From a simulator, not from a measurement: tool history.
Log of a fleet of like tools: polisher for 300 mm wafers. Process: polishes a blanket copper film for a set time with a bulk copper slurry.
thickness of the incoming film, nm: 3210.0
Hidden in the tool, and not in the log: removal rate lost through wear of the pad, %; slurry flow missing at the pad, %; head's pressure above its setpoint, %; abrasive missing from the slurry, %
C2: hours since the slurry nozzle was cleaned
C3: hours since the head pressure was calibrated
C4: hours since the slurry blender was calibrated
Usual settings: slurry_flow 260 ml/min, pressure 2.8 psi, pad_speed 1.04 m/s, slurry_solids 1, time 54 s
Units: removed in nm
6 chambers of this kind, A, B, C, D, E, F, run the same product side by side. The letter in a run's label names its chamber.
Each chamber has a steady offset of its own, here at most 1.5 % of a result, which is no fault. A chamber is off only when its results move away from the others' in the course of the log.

{"hour": 0.6, "done": "chamber F: slurry blender recalibrated"}
{"hour": 3.8, "done": "chamber A: worn pad replaced by a new one"}
{"hour": 6.6, "done": "chamber B: head pressure recalibrated"}
{"run": "1B", "hour": 9.4, "slurry_flow": 260, "pressure": 2.8, "pad_speed": 1.04, "slurry_solids": 1, "time": 54, "wafers polished on this pad": 745, "C2": 156.6, "C3": 2.9, "C4": 95.1, "removed": 425.83}
{"hour": 13.5, "done": "chamber C: slurry nozzle cleaned"}
{"run": "2D", "hour": 17.5, "slurry_flow": 260, "pressure": 2.8, "pad_speed": 1.04, "slurry_solids": 1, "time": 54, "wafers polished on this pad": 457, "C2": 585.3, "C3": 104.4, "C4": 134.6, "removed": 414.53}
{"hour": 19.5, "done": "chamber E: slurry nozzle cleaned"}
{"run": "3E", "hour": 23.1, "slurry_flow": 260, "pressure": 2.8, "pad_speed": 1.04, "slurry_solids": 1, "time": 54, "wafers polished on this pad": 600, "C2": 3.7, "C3": 245.1, "C4": 224.4, "removed": 428.01}
{"run": "4A", "hour": 27.6, "slurry_flow": 260, "pressure": 2.8, "pad_speed": 1.04, "slurry_solids": 1, "time": 54, "wafers polished on this pad": 289, "C2": 262.3, "C3": 275.4, "C4": 311.4, "removed": 418.9}
{"run": "5C", "hour": 33.8, "slurry_flow": 260, "pressure": 2.8, "pad_speed": 1.04, "slurry_solids": 1, "time": 54, "wafers polished on this pad": 1422, "C2": 20.3, "C3": 735.2, "C4": 168.4, "removed": 409.46}
{"hour": 38.2, "done": "chamber D: worn pad replaced by a new one"}
{"hour": 38.9, "done": "chamber A: slurry blender recalibrated"}
{"hour": 39.3, "done": "chamber E: worn pad replaced by a new one"}
{"hour": 39.8, "done": "chamber B: worn pad replaced by a new one"}
{"run": "6F", "hour": 40.9, "slurry_flow": 260, "pressure": 2.8, "pad_speed": 1.04, "slurry_solids": 1, "time": 54, "wafers polished on this pad": 740, "C2": 236.5, "C3": 99.8, "C4": 40.3, "removed": 409.03}
{"hour": 41.0, "done": "chamber C: worn pad replaced by a new one"}
{"run": "7D", "hour": 48.4, "slurry_flow": 260, "pressure": 2.8, "pad_speed": 1.04, "slurry_solids": 1, "time": 54, "wafers polished on this pad": 124, "C2": 616.2, "C3": 135.3, "C4": 165.5, "removed": 416.8}
{"hour": 52.0, "done": "chamber A: worn pad replaced by a new one"}
{"run": "8B", "hour": 54.2, "slurry_flow": 260, "pressure": 2.8, "pad_speed": 1.04, "slurry_solids": 1, "time": 61, "wafers polished on this pad": 175, "C2": 201.4, "C3": 47.7, "C4": 139.9, "removed": 464.08}
{"run": "9C", "hour": 59.2, "slurry_flow": 260, "pressure": 2.8, "pad_speed": 1.04, "slurry_solids": 1, "time": 61, "wafers polished on this pad": 221, "C2": 45.7, "C3": 760.6, "C4": 193.8, "removed": 478.44}
{"hour": 67.3, "done": "chamber B: slurry blender recalibrated"}
{"run": "10E", "hour": 68.8, "slurry_flow": 260, "pressure": 2.8, "pad_speed": 1.04, "slurry_solids": 1, "time": 61, "wafers polished on this pad": 359, "C2": 49.4, "C3": 290.8, "C4": 270.1, "removed": 468.99}
{"run": "11A", "hour": 74.6, "slurry_flow": 260, "pressure": 2.8, "pad_speed": 1.04, "slurry_solids": 1, "time": 61, "wafers polished on this pad": 275, "C2": 309.3, "C3": 322.4, "C4": 35.7, "removed": 467}
{"hour": 75.7, "done": "chamber A: slurry nozzle cleaned"}
{"run": "12F", "hour": 80.9, "slurry_flow": 260, "pressure": 2.8, "pad_speed": 1.04, "slurry_solids": 1, "time": 61, "wafers polished on this pad": 1227, "C2": 276.5, "C3": 139.8, "C4": 80.3, "removed": 470.13}
{"hour": 85.1, "done": "chamber F: worn pad replaced by a new one"}
{"run": "13E", "hour": 85.2, "slurry_flow": 260, "pressure": 2.8, "pad_speed": 1.04, "slurry_solids": 1, "time": 61, "wafers polished on this pad": 559, "C2": 65.8, "C3": 307.2, "C4": 286.5, "removed": 472.52}
{"run": "14C", "hour": 91.1, "slurry_flow": 260, "pressure": 2.8, "pad_speed": 1.04, "slurry_solids": 1, "time": 54, "wafers polished on this pad": 609, "C2": 77.6, "C3": 792.5, "C4": 225.7, "removed": 417.2}
{"hour": 97.3, "done": "chamber D: worn pad replaced by a new one"}
{"run": "15D", "hour": 100.7, "slurry_flow": 260, "pressure": 2.8, "pad_speed": 1.04, "slurry_solids": 1, "time": 54, "wafers polished on this pad": 41, "C2": 668.5, "C3": 187.6, "C4": 217.8, "removed": 421.02}
{"hour": 101.4, "done": "chamber E: worn pad replaced by a new one"}
{"hour": 105.2, "done": "chamber C: slurry blender recalibrated"}
{"hour": 106.8, "done": "chamber D: slurry nozzle cleaned"}
{"run": "16A", "hour": 109.2, "slurry_flow": 260, "pressure": 2.8, "pad_speed": 1.04, "slurry_solids": 1, "time": 54, "wafers polished on this pad": 696, "C2": 33.6, "C3": 357, "C4": 70.3, "removed": 424.03}
{"hour": 112.6, "done": "chamber A: worn pad replaced by a new one"}
{"run": "17B", "hour": 118.4, "slurry_flow": 260, "pressure": 2.8, "pad_speed": 1.04, "slurry_solids": 1, "time": 54, "wafers polished on this pad": 956, "C2": 265.6, "C3": 111.9, "C4": 51.1, "removed": 415.05}
{"run": "18F", "hour": 123.8, "slurry_flow": 260, "pressure": 2.8, "pad_speed": 1.04, "slurry_solids": 1, "time": 54, "wafers polished on this pad": 471, "C2": 319.4, "C3": 182.7, "C4": 123.2, "removed": 413.18}
{"hour": 128.8, "done": "chamber B: worn pad replaced by a new one"}
{"run": "19A", "hour": 131.7, "slurry_flow": 260, "pressure": 2.8, "pad_speed": 1.04, "slurry_solids": 1, "time": 54, "wafers polished on this pad": 233, "C2": 56.1, "C3": 379.5, "C4": 92.8, "removed": 413.75}
{"run": "20E", "hour": 141.2, "slurry_flow": 170, "pressure": 2.8, "pad_speed": 1.04, "slurry_solids": 1.15, "time": 54, "wafers polished on this pad": 484, "C2": 121.8, "C3": 363.2, "C4": 342.5, "removed": 405.62}
{"run": "21F", "hour": 149.7, "slurry_flow": 170, "pressure": 2.8, "pad_speed": 1.04, "slurry_solids": 1.15, "time": 54, "wafers polished on this pad": 785, "C2": 345.3, "C3": 208.6, "C4": 149.1, "removed": 399.82}
{"hour": 152.6, "done": "chamber D: worn pad replaced by a new one"}
{"run": "22D", "hour": 157.2, "slurry_flow": 170, "pressure": 2.8, "pad_speed": 1.04, "slurry_solids": 1.15, "time": 54, "wafers polished on this pad": 56, "C2": 50.4, "C3": 244.1, "C4": 274.3, "removed": 410.14}
{"hour": 159.5, "done": "chamber A: worn pad replaced by a new one"}
{"hour": 162.1, "done": "chamber C: worn pad replaced by a new one"}
{"run": "23C", "hour": 163.8, "slurry_flow": 170, "pressure": 2.8, "pad_speed": 1.04, "slurry_solids": 1.15, "time": 54, "wafers polished on this pad": 21, "C2": 150.3, "C3": 865.2, "C4": 58.6, "removed": 408.35}
{"hour": 164.9, "done": "chamber E: worn pad replaced by a new one"}
{"run": "24B", "hour": 170.3, "slurry_flow": 170, "pressure": 2.8, "pad_speed": 1.04, "slurry_solids": 1.15, "time": 54, "wafers polished on this pad": 504, "C2": 317.5, "C3": 163.8, "C4": 103, "removed": 410.97}
{"run": "25D", "hour": 175.9, "slurry_flow": 170, "pressure": 2.8, "pad_speed": 1.04, "slurry_solids": 1.15, "time": 54, "wafers polished on this pad": 283, "C2": 69.1, "C3": 262.8, "C4": 293, "removed": 405.37}
{"run": "26B", "hour": 185.1, "slurry_flow": 260, "pressure": 2.8, "pad_speed": 1.04, "slurry_solids": 1, "time": 54, "wafers polished on this pad": 684, "C2": 332.3, "C3": 178.6, "C4": 117.8, "removed": 420.81}
{"hour": 190.3, "done": "chamber F: worn pad replaced by a new one"}
{"run": "27C", "hour": 191.7, "slurry_flow": 260, "pressure": 2.8, "pad_speed": 1.04, "slurry_solids": 1, "time": 54, "wafers polished on this pad": 360, "C2": 178.2, "C3": 893.1, "C4": 86.5, "removed": 415.43}
{"run": "28F", "hour": 196.9, "slurry_flow": 260, "pressure": 2.8, "pad_speed": 1.04, "slurry_solids": 1, "time": 54, "wafers polished on this pad": 81, "C2": 392.5, "C3": 255.8, "C4": 196.3, "removed": 398.01}
{"hour": 201.7, "done": "chamber B: worn pad replaced by a new one"}
{"hour": 203.2, "done": "chamber D: worn pad replaced by a new one"}
{"run": "29A", "hour": 203.2, "slurry_flow": 260, "pressure": 2.8, "pad_speed": 1.16, "slurry_solids": 1, "time": 54, "wafers polished on this pad": 531, "C2": 127.6, "C3": 451, "C4": 164.3, "removed": 470.07}
{"hour": 207.4, "done": "chamber E: slurry blender recalibrated"}
{"hour": 208.7, "done": "chamber A: worn pad replaced by a new one"}
{"run": "30E", "hour": 209.4, "slurry_flow": 260, "pressure": 2.8, "pad_speed": 1.16, "slurry_solids": 1, "time": 54, "wafers polished on this pad": 541, "C2": 190, "C3": 431.4, "C4": 2.1, "removed": 466.76}
{"run": "31F", "hour": 217.7, "slurry_flow": 260, "pressure": 2.8, "pad_speed": 1.16, "slurry_solids": 1, "time": 54, "wafers polished on this pad": 333, "C2": 413.3, "C3": 276.6, "C4": 217.1, "removed": 452.69}
{"hour": 224.1, "done": "chamber B: slurry blender recalibrated"}
{"run": "32B", "hour": 225.9, "slurry_flow": 260, "pressure": 2.8, "pad_speed": 1.16, "slurry_solids": 1, "time": 54, "wafers polished on this pad": 294, "C2": 373.1, "C3": 219.4, "C4": 1.9, "removed": 465.49}
{"hour": 230.8, "done": "chamber E: worn pad replaced by a new one"}
{"run": "33A", "hour": 235.3, "slurry_flow": 260, "pressure": 2.8, "pad_speed": 1.16, "slurry_solids": 1, "time": 54, "wafers polished on this pad": 324, "C2": 159.7, "C3": 483.1, "C4": 196.4, "removed": 470.97}
{"run": "34C", "hour": 239.8, "slurry_flow": 260, "pressure": 2.8, "pad_speed": 1.16, "slurry_solids": 1, "time": 54, "wafers polished on this pad": 945, "C2": 226.3, "C3": 941.2, "C4": 134.6, "removed": 470.33}
{"run": "35D", "hour": 249.2, "slurry_flow": 260, "pressure": 2.8, "pad_speed": 1.04, "slurry_solids": 1, "time": 54, "wafers polished on this pad": 560, "C2": 142.4, "C3": 336.1, "C4": 366.3, "removed": 418.82}
{"hour": 251.7, "done": "chamber E: slurry nozzle cleaned"}
{"run": "36E", "hour": 254.6, "slurry_flow": 260, "pressure": 2.8, "pad_speed": 1.04, "slurry_solids": 1, "time": 54, "wafers polished on this pad": 290, "C2": 2.9, "C3": 476.6, "C4": 47.3, "removed": 415.33}
{"run": "37B", "hour": 262.5, "slurry_flow": 260, "pressure": 2.8, "pad_speed": 1.04, "slurry_solids": 1, "time": 54, "wafers polished on this pad": 739, "C2": 409.7, "C3": 256, "C4": 38.5, "removed": 413.55}
{"run": "38C", "hour": 270.3, "slurry_flow": 260, "pressure": 2.8, "pad_speed": 1.04, "slurry_solids": 1, "time": 54, "wafers polished on this pad": 1316, "C2": 256.8, "C3": 971.7, "C4": 165.1, "removed": 415.22}

What goes on in this fleet: one chamber off, a drifting gauge, or nothing beyond the chambers' own small offsets? Name the chamber and the cause, if any.

No chamber stands off beyond its own small offset, and the gauge holds steady.
